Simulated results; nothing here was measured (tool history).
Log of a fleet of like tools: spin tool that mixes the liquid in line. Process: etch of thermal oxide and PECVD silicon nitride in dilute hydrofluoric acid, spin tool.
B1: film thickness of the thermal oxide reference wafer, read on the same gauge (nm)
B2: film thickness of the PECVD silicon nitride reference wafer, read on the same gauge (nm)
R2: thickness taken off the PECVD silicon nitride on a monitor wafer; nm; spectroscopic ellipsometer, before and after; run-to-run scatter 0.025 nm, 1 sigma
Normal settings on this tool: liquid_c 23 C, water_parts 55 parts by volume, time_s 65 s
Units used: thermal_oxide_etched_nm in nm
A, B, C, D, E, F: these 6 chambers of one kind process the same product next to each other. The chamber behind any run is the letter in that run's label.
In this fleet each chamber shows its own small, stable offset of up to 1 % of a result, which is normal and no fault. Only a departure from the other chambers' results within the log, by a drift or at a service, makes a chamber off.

{"run": "1D", "hour": 14.5, "liquid_c": 23, "water_parts": 55, "time_s": 65, "B1": 130, "B2": 50.028, "thermal_oxide_etched_nm": 5.7433, "R2": 2.0788}
{"run": "2F", "hour": 23.2, "liquid_c": 23, "water_parts": 55, "time_s": 65, "B1": 129.95, "B2": 49.959, "thermal_oxide_etched_nm": 5.6828, "R2": 2.1234}
{"run": "3E", "hour": 29.9, "liquid_c": 23, "water_parts": 55, "time_s": 65, "B1": 129.99, "B2": 50.008, "thermal_oxide_etched_nm": 5.7569, "R2": 2.0975}
{"run": "4A", "hour": 40.9, "liquid_c": 23, "water_parts": 55, "time_s": 65, "B1": 129.99, "B2": 49.979, "thermal_oxide_etched_nm": 5.6657, "R2": 2.1283}
{"run": "5B", "hour": 52.0, "liquid_c": 21.5, "water_parts": 55, "time_s": 65, "B1": 130, "B2": 49.967, "thermal_oxide_etched_nm": 5.3801, "R2": 1.8744}
{"hour": 52.7, "done": "chamber D: thermometer replaced"}
{"hour": 57.3, "done": "chamber B: thermometer replaced"}
{"run": "6C", "hour": 61.4, "liquid_c": 21.5, "water_parts": 55, "time_s": 65, "B1": 129.96, "B2": 49.99, "thermal_oxide_etched_nm": 5.4488, "R2": 1.9163}
{"run": "7E", "hour": 71.7, "liquid_c": 21.5, "water_parts": 55, "time_s": 65, "B1": 129.99, "B2": 49.995, "thermal_oxide_etched_nm": 5.4272, "R2": 1.8814}
{"run": "8C", "hour": 82.5, "liquid_c": 21.5, "water_parts": 55, "time_s": 65, "B1": 130, "B2": 49.982, "thermal_oxide_etched_nm": 5.4753, "R2": 1.9083}
{"run": "9A", "hour": 94.9, "liquid_c": 21.5, "water_parts": 55, "time_s": 65, "B1": 130.02, "B2": 49.997, "thermal_oxide_etched_nm": 5.3568, "R2": 1.9313}
{"run": "10D", "hour": 102.6, "liquid_c": 21.5, "water_parts": 55, "time_s": 65, "B1": 130.01, "B2": 50.038, "thermal_oxide_etched_nm": 5.3301, "R2": 1.9182}
{"run": "11B", "hour": 111.6, "liquid_c": 23, "water_parts": 55, "time_s": 65, "B1": 130, "B2": 50.008, "thermal_oxide_etched_nm": 5.7217, "R2": 2.1139}
{"run": "12F", "hour": 122.3, "liquid_c": 18.5, "water_parts": 55, "time_s": 65, "B1": 130, "B2": 50.025, "thermal_oxide_etched_nm": 4.6496, "R2": 1.5177}
{"run": "13F", "hour": 133.4, "liquid_c": 18.5, "water_parts": 55, "time_s": 65, "B1": 129.97, "B2": 49.993, "thermal_oxide_etched_nm": 4.7496, "R2": 1.5372}
{"run": "14D", "hour": 147.5, "liquid_c": 18.5, "water_parts": 55, "time_s": 65, "B1": 130, "B2": 49.998, "thermal_oxide_etched_nm": 4.734, "R2": 1.5214}
{"hour": 158.1, "done": "chamber E: thermometer replaced"}
{"run": "15E", "hour": 160.2, "liquid_c": 18.5, "water_parts": 55, "time_s": 65, "B1": 129.99, "B2": 50.023, "thermal_oxide_etched_nm": 4.7851, "R2": 1.572}
{"hour": 170.3, "done": "chamber A: thermometer replaced"}
{"run": "16C", "hour": 172.8, "liquid_c": 18.5, "water_parts": 55, "time_s": 65, "B1": 129.99, "B2": 49.991, "thermal_oxide_etched_nm": 4.7258, "R2": 1.5148}
{"run": "17B", "hour": 186.6, "liquid_c": 18.5, "water_parts": 55, "time_s": 65, "B1": 130, "B2": 49.985, "thermal_oxide_etched_nm": 4.7459, "R2": 1.5416}
{"run": "18A", "hour": 193.2, "liquid_c": 23, "water_parts": 55, "time_s": 65, "B1": 130, "B2": 49.984, "thermal_oxide_etched_nm": 5.698, "R2": 2.1141}
{"run": "19E", "hour": 204.7, "liquid_c": 23, "water_parts": 55, "time_s": 65, "B1": 129.99, "B2": 50.005, "thermal_oxide_etched_nm": 5.7495, "R2": 2.0979}
{"run": "20B", "hour": 219.1, "liquid_c": 23, "water_parts": 30, "time_s": 65, "B1": 129.99, "B2": 50.031, "thermal_oxide_etched_nm": 10.861, "R2": 3.8133}
{"run": "21D", "hour": 232.5, "liquid_c": 23, "water_parts": 30, "time_s": 65, "B1": 130.03, "B2": 50.017, "thermal_oxide_etched_nm": 10.679, "R2": 3.7731}
{"run": "22F", "hour": 244.4, "liquid_c": 23, "water_parts": 30, "time_s": 65, "B1": 130, "B2": 50.018, "thermal_oxide_etched_nm": 10.718, "R2": 3.7309}
{"run": "23C", "hour": 257.4, "liquid_c": 23, "water_parts": 30, "time_s": 65, "B1": 130.01, "B2": 50.02, "thermal_oxide_etched_nm": 10.99, "R2": 3.7645}
{"run": "24A", "hour": 270.2, "liquid_c": 23, "water_parts": 30, "time_s": 65, "B1": 130, "B2": 49.978, "thermal_oxide_etched_nm": 10.842, "R2": 3.7901}
{"run": "25E", "hour": 279.1, "liquid_c": 23, "water_parts": 30, "time_s": 65, "B1": 130.01, "B2": 49.985, "thermal_oxide_etched_nm": 10.852, "R2": 3.7177}
{"run": "26C", "hour": 293.7, "liquid_c": 23, "water_parts": 55, "time_s": 65, "B1": 129.97, "B2": 50.03, "thermal_oxide_etched_nm": 5.7865, "R2": 2.075}
{"run": "27B", "hour": 307.0, "liquid_c": 23, "water_parts": 55, "time_s": 65, "B1": 130, "B2": 50.032, "thermal_oxide_etched_nm": 5.7206, "R2": 2.1054}
{"run": "28F", "hour": 315.3, "liquid_c": 23, "water_parts": 55, "time_s": 65, "B1": 130.02, "B2": 49.996, "thermal_oxide_etched_nm": 5.7561, "R2": 2.0389}
{"run": "29D", "hour": 327.5, "liquid_c": 23, "water_parts": 55, "time_s": 65, "B1": 130.02, "B2": 49.982, "thermal_oxide_etched_nm": 5.7302, "R2": 2.0788}
{"run": "30A", "hour": 334.9, "liquid_c": 23, "water_parts": 55, "time_s": 65, "B1": 130, "B2": 49.979, "thermal_oxide_etched_nm": 5.7001, "R2": 2.1183}
{"run": "31B", "hour": 349.6, "liquid_c": 23, "water_parts": 55, "time_s": 65, "B1": 130.02, "B2": 49.991, "thermal_oxide_etched_nm": 5.7536, "R2": 2.082}
{"hour": 354.9, "done": "chamber A: hydrofluoric acid flow meter replaced"}
{"run": "32F", "hour": 358.4, "liquid_c": 23, "water_parts": 55, "time_s": 65, "B1": 130.03, "B2": 49.984, "thermal_oxide_etched_nm": 5.7096, "R2": 2.1259}
{"hour": 369.5, "done": "chamber E: hydrofluoric acid flow meter replaced"}
{"run": "33A", "hour": 372.6, "liquid_c": 23, "water_parts": 55, "time_s": 65, "B1": 129.98, "B2": 50.029, "thermal_oxide_etched_nm": 5.7396, "R2": 2.0547}
{"run": "34D", "hour": 379.7, "liquid_c": 23, "water_parts": 55, "time_s": 65, "B1": 130.03, "B2": 50.001, "thermal_oxide_etched_nm": 5.7416, "R2": 2.1443}
{"run": "35E", "hour": 393.9, "liquid_c": 27.5, "water_parts": 45, "time_s": 65, "B1": 130, "B2": 50.027, "thermal_oxide_etched_nm": 8.6186, "R2": 3.4753}
{"run": "36C", "hour": 405.6, "liquid_c": 27.5, "water_parts": 45, "time_s": 65, "B1": 129.98, "B2": 50.051, "thermal_oxide_etched_nm": 8.6135, "R2": 3.4686}
{"run": "37F", "hour": 414.5, "liquid_c": 27.5, "water_parts": 45, "time_s": 65, "B1": 130.05, "B2": 50.042, "thermal_oxide_etched_nm": 8.4211, "R2": 3.4644}
{"run": "38D", "hour": 424.5, "liquid_c": 27.5, "water_parts": 45, "time_s": 65, "B1": 129.99, "B2": 49.975, "thermal_oxide_etched_nm": 8.4648, "R2": 3.3622}
{"run": "39B", "hour": 431.6, "liquid_c": 27.5, "water_parts": 45, "time_s": 65, "B1": 130, "B2": 50.001, "thermal_oxide_etched_nm": 8.6397, "R2": 3.445}
{"run": "40E", "hour": 440.6, "liquid_c": 27.5, "water_parts": 45, "time_s": 65, "B1": 129.99, "B2": 50.051, "thermal_oxide_etched_nm": 8.5082, "R2": 3.5008}
{"run": "41A", "hour": 451.6, "liquid_c": 23, "water_parts": 55, "time_s": 65, "B1": 129.98, "B2": 49.981, "thermal_oxide_etched_nm": 5.6362, "R2": 2.1266}

Next, every chamber runs the same settings. What will each give?
{"run": "42A", "hour": 462.1, "liquid_c": 23, "water_parts": 55, "time_s": 65, "thermal_oxide_etched_nm": "?", "R2": "?"}
{"run": "42B", "hour": 462.1, "liquid_c": 23, "water_parts": 55, "time_s": 65, "thermal_oxide_etched_nm": "?", "R2": "?"}
{"run": "42C", "hour": 462.1, "liquid_c": 23, "water_parts": 55, "time_s": 65, "thermal_oxide_etched_nm": "?", "R2": "?"}
{"run": "42D", "hour": 462.1, "liquid_c": 23, "water_parts": 55, "time_s": 65, "thermal_oxide_etched_nm": "?", "R2": "?"}
{"run": "42E", "hour": 462.1, "liquid_c": 23, "water_parts": 55, "time_s": 65, "thermal_oxide_etched_nm": "?", "R2": "?"}
{"run": "42F", "hour": 462.1, "liquid_c": 23, "water_parts": 55, "time_s": 65, "thermal_oxide_etched_nm": "?", "R2": "?"}

run=42A thermal_oxide_etched_nm=5.6594 R2=2.1298
run=42B thermal_oxide_etched_nm=5.7604 R2=2.1135
run=42C thermal_oxide_etched_nm=5.7187 R2=2.0703
run=42D thermal_oxide_etched_nm=5.7029 R2=2.0662
run=42E thermal_oxide_etched_nm=5.7405 R2=2.1081
run=42F thermal_oxide_etched_nm=5.7445 R2=2.0715

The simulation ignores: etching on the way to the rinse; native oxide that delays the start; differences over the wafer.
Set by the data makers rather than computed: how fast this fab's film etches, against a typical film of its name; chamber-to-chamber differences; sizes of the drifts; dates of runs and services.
